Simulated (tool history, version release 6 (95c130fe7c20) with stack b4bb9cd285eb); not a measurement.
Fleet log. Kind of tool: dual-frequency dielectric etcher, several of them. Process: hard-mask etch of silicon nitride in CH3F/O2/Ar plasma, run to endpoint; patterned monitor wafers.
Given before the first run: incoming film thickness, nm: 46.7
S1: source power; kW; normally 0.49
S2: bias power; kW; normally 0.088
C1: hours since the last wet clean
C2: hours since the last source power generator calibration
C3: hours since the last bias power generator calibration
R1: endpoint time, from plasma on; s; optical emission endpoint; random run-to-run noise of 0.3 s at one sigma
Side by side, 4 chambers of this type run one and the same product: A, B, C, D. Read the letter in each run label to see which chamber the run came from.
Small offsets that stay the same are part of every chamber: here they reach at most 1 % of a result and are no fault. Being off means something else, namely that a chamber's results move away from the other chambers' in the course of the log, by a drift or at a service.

run	hour	S1	S2	C1	C2	C3	R1
1D	5.8	0.49	0.088	434	1644	667.2	58.273
2C	16.4	0.49	0.088	330.6	988.4	2468	58.331
3A	22.5	0.49	0.088	412.4	1063.7	510	58.341
# hour 30.5: chamber D: source power generator calibrated
4B	32.4	0.49	0.088	195.1	607.2	1372.5	57.596
5B	41.2	0.49	0.088	203.9	616	1381.3	58.57
6C	49.6	0.49	0.088	363.8	1021.6	2501.2	58.395
7A	59.3	0.49	0.088	449.2	1100.5	546.8	58.903
8D	66.5	0.49	0.088	494.7	36	727.9	57.73
9C	73.7	0.49	0.088	387.9	1045.7	2525.3	58.251
10B	79.8	0.49	0.088	242.5	654.6	1419.9	58.038
11A	89.5	0.49	0.088	479.4	1130.7	577	59.121
12D	96.9	0.49	0.088	525.1	66.4	758.3	57.605
13D	103.3	0.49	0.088	531.5	72.8	764.7	57.79
14A	115.8	0.49	0.104	505.7	1157	603.3	54.926
15C	123.1	0.49	0.104	437.3	1095.1	2574.7	55.452
16B	136.5	0.49	0.104	299.2	711.3	1476.6	54.69
17D	145.8	0.49	0.104	574	115.3	807.2	54.674
18B	152.4	0.49	0.088	315.1	727.2	1492.5	58.496
19C	158.6	0.49	0.088	472.8	1130.6	2610.2	58.745
# hour 159.6: chamber B: wet clean of the chamber
20A	168.6	0.41	0.07	558.5	1209.8	656.1	67.741
# hour 179.1: chamber A: wet clean of the chamber
21A	180.3	0.41	0.07	1.2	1221.5	667.8	67.481
22C	188.1	0.41	0.07	502.3	1160.1	2639.7	68.607
# hour 192.3: chamber D: wet clean of the chamber
23D	196.3	0.41	0.07	4.1	165.8	857.7	67.101
24B	206.2	0.49	0.088	46.7	781	1546.3	57.911
25A	219.4	0.43	0.088	40.3	1260.6	706.9	61.848
26D	225.7	0.43	0.088	33.5	195.2	887.1	60.939
27C	234.3	0.43	0.088	548.5	1206.3	2685.9	62.862
28B	246.6	0.43	0.088	87.1	821.4	1586.7	61.605
29C	254.3	0.49	0.088	568.5	1226.3	2705.9	59.255
30B	267.4	0.49	0.088	107.9	842.2	1607.5	57.89
31A	278.1	0.49	0.088	99	1319.3	765.6	58.683
32D	290.6	0.49	0.088	98.4	260.1	952	57.642
33C	301	0.49	0.088	615.2	1273	2752.6	60.259
34A	308.1	0.49	0.088	129	1349.3	795.6	58.512
35B	315	0.49	0.088	155.5	889.8	1655.1	58.861
36D	322.6	0.49	0.088	130.4	292.1	984	58.081
37A	332.6	0.49	0.088	153.5	1373.8	820.1	58.557
38B	340.7	0.49	0.088	181.2	915.5	1680.8	57.894
39C	349.4	0.49	0.104	663.6	1321.4	2801	56.699

What goes on in this fleet: one chamber off, a drifting gauge, or nothing beyond the chambers' own small offsets? Name the chamber and the cause, if any.

It is chamber C that slowly wanders off from its peers.
Likeliest cause: etch rate under this chamber's usual, % = 3.56.

Here are 4 candidates for chamber C's next run, each the usual settings with a change, their results left as question marks. Which one brings its results back in line with what the others give on the usual settings?
Maximum distance from the other chambers' mean on the usual settings for a result to count as in line: R1 1 s
40C-1	359	0.49	0.078				?
40C-2	359	0.52	0.093				?
40C-3	359	0.4	0.088				?
40C-4	359	0.54	0.096				?

Mean of the other chambers on the usual settings: R1 58.226 s
run	R1
40C-1	63.157
40C-2	58.002
40C-3	65.372
40C-4	56.526
Change 40C-2 lands the chamber within the allowed miss of the other chambers.

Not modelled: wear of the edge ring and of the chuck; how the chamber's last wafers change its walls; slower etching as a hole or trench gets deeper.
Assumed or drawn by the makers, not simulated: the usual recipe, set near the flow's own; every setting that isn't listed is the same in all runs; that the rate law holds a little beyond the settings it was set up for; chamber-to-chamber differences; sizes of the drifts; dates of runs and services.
